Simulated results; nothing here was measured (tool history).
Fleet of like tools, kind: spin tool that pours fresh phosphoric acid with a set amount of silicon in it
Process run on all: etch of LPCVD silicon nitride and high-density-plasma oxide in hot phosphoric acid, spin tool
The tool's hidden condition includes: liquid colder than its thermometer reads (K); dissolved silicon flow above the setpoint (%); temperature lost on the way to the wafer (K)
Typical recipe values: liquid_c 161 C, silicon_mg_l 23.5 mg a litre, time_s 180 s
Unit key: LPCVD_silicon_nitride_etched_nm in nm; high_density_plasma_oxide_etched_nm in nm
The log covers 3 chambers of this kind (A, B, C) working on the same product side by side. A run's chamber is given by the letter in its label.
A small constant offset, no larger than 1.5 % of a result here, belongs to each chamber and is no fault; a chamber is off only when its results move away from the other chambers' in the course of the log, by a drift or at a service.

| run | day | liquid_c | silicon_mg_l | time_s | hours since the thermometer was replaced | hours since the dissolved silicon flow meter was replaced | hours since the heated supply line was repaired | read-back film thickness of the LPCVD silicon nitride reference wafer, read on the same gauge (nm) | read-back film thickness of the high-density-plasma oxide reference wafer, read on the same gauge (nm) | LPCVD_silicon_nitride_etched_nm | high_density_plasma_oxide_etched_nm |
|---|---|---|---|---|---|---|---|---|---|---|---|
| 1C | 0.388 | 161 | 23.5 | 180 | 922.2 | 149.7 | 1326 | 120 | 39.977 | 17.05 | 0.66873 |
| 2A | 0.692 | 161 | 23.5 | 180 | 1208.6 | 582.2 | 1062.8 | 119.99 | 39.974 | 16.925 | 0.63538 |
| 3B | 1.162 | 161 | 23.5 | 180 | 214 | 1796.5 | 493.5 | 119.99 | 39.967 | 17.135 | 0.6909 |
| 4C | 1.525 | 161 | 23.5 | 180 | 949.5 | 177 | 1353.3 | 119.98 | 39.975 | 17.176 | 0.6711 |
| 5A | 2.054 | 161 | 23.5 | 180 | 1241.3 | 614.9 | 1095.5 | 120.04 | 39.998 | 16.946 | 0.64171 |
| 6B | 2.442 | 161 | 23.5 | 180 | 244.7 | 1827.2 | 524.2 | 120.08 | 39.983 | 17.067 | 0.64478 |
| 7B | 2.804 | 161 | 23.5 | 180 | 253.4 | 1835.9 | 532.9 | 119.99 | 39.968 | 17.185 | 0.61839 |
| 8C | 3.246 | 161 | 23.5 | 180 | 990.8 | 218.3 | 1394.6 | 120 | 40.027 | 16.87 | 0.67753 |
| 9A | 3.662 | 161 | 23.5 | 180 | 1279.9 | 653.5 | 1134.1 | 119.99 | 39.971 | 16.856 | 0.67033 |
| 10A | 3.904 | 161 | 23.5 | 180 | 1285.7 | 659.3 | 1139.9 | 119.98 | 39.952 | 16.722 | 0.61878 |
| 11C | 4.292 | 161 | 23.5 | 180 | 1015.9 | 243.4 | 1419.7 | 120.03 | 39.981 | 17.176 | 0.69011 |
| 12B | 4.812 | 161 | 23.5 | 180 | 301.6 | 1884.1 | 581.1 | 119.99 | 39.964 | 17.143 | 0.63975 |
| 13B | 5.108 | 161 | 23.5 | 180 | 308.7 | 1891.2 | 588.2 | 120 | 40.015 | 17.396 | 0.71228 |
| 14C | 5.55 | 161 | 23.5 | 180 | 1046.1 | 273.6 | 1449.9 | 119.98 | 40.002 | 17.134 | 0.67881 |
| 15A | 5.958 | 161 | 23.5 | 180 | 1335 | 708.6 | 1189.2 | 119.99 | 39.974 | 16.779 | 0.71697 |
| 16C | 6.296 | 161 | 23.5 | 180 | 1064 | 291.5 | 1467.8 | 119.99 | 39.965 | 17.087 | 0.62405 |
| 17A | 6.592 | 161 | 23.5 | 180 | 1350.2 | 723.8 | 1204.4 | 120.01 | 39.996 | 17.119 | 0.69838 |
| 18B | 6.85 | 161 | 23.5 | 180 | 350.5 | 1933 | 630 | 120.03 | 39.955 | 17.484 | 0.66117 |
| 19A | 7.304 | 161 | 23.5 | 180 | 1367.3 | 740.9 | 1221.5 | 120.04 | 40.022 | 16.866 | 0.64274 |
|  | 7.575 | chamber B: dissolved silicon flow meter replaced |
| 20C | 7.804 | 161 | 23.5 | 180 | 1100.2 | 327.7 | 1504 | 120.02 | 40 | 17.016 | 0.63075 |
| 21B | 8.133 | 161 | 23.5 | 180 | 381.3 | 13.5 | 660.8 | 120 | 39.985 | 17.151 | 0.65693 |
| 22B | 8.579 | 159.5 | 23.5 | 180 | 392 | 24.2 | 671.5 | 119.92 | 40.011 | 16.495 | 0.56808 |
| 23C | 9.1 | 159.5 | 23.5 | 180 | 1131.3 | 358.8 | 1535.1 | 119.99 | 39.993 | 16.255 | 0.60531 |
| 24A | 9.467 | 159.5 | 23.5 | 180 | 1419.2 | 792.8 | 1273.4 | 119.97 | 40.041 | 16.116 | 0.62111 |
| 25A | 9.858 | 161 | 23.5 | 180 | 1428.6 | 802.2 | 1282.8 | 120 | 40.023 | 16.785 | 0.62728 |
| 26B | 10.3 | 161 | 23.5 | 180 | 433.3 | 65.5 | 712.8 | 120 | 39.995 | 17.171 | 0.64074 |
| 27C | 10.796 | 161 | 23.5 | 180 | 1172 | 399.5 | 1575.8 | 120.02 | 40.019 | 17.059 | 0.66396 |
| 28A | 11.158 | 161 | 23.5 | 180 | 1459.8 | 833.4 | 1314 | 120.01 | 40 | 16.968 | 0.64652 |
| 29B | 11.446 | 161 | 23.5 | 180 | 460.8 | 93 | 740.3 | 119.98 | 39.987 | 17.272 | 0.64109 |
| 30C | 11.829 | 161 | 23.5 | 180 | 1196.8 | 424.3 | 1600.6 | 120 | 40.004 | 16.953 | 0.64276 |
| 31B | 12.083 | 161 | 23.5 | 180 | 476.1 | 108.3 | 755.6 | 120.01 | 39.988 | 17.183 | 0.64755 |
| 32A | 12.342 | 161 | 31 | 230 | 1488.2 | 861.8 | 1342.4 | 120.02 | 40.021 | 22.061 | 0.62679 |
| 33C | 12.583 | 161 | 31 | 230 | 1214.9 | 442.4 | 1618.7 | 120.02 | 40.004 | 22.045 | 0.71011 |
| 34A | 12.917 | 161 | 31 | 230 | 1502 | 875.6 | 1356.2 | 119.96 | 40.008 | 21.954 | 0.673 |
| 35C | 13.217 | 161 | 23.5 | 180 | 1230.1 | 457.6 | 1633.9 | 119.96 | 40.001 | 17.014 | 0.65513 |
| 36B | 13.588 | 161 | 23.5 | 180 | 512.2 | 144.4 | 791.7 | 119.95 | 40.005 | 17.078 | 0.68244 |
| 37C | 13.833 | 161 | 23.5 | 180 | 1244.9 | 472.4 | 1648.7 | 119.99 | 39.995 | 17.234 | 0.64742 |
| 38B | 14.229 | 161 | 23.5 | 180 | 527.6 | 159.8 | 807.1 | 120 | 39.982 | 17.253 | 0.66843 |
| 39A | 14.646 | 161 | 23.5 | 180 | 1543.5 | 917.1 | 1397.7 | 119.97 | 40.037 | 16.969 | 0.63104 |
| 40A | 15.1 | 161 | 23.5 | 220 | 1554.4 | 928 | 1408.6 | 119.97 | 39.979 | 20.919 | 0.84052 |

Predict what each chamber gives when all 3 of them run the settings below next.
| 41A | 15.496 | 161 | 13 | 180 |  |  |  |  |  | ? | ? |
| 41B | 15.496 | 161 | 13 | 180 |  |  |  |  |  | ? | ? |
| 41C | 15.496 | 161 | 13 | 180 |  |  |  |  |  | ? | ? |

| run | LPCVD_silicon_nitride_etched_nm | high_density_plasma_oxide_etched_nm |
|---|---|---|
| 41A | 16.808 | 0.81517 |
| 41B | 17.117 | 0.83682 |
| 41C | 17.227 | 0.89505 |
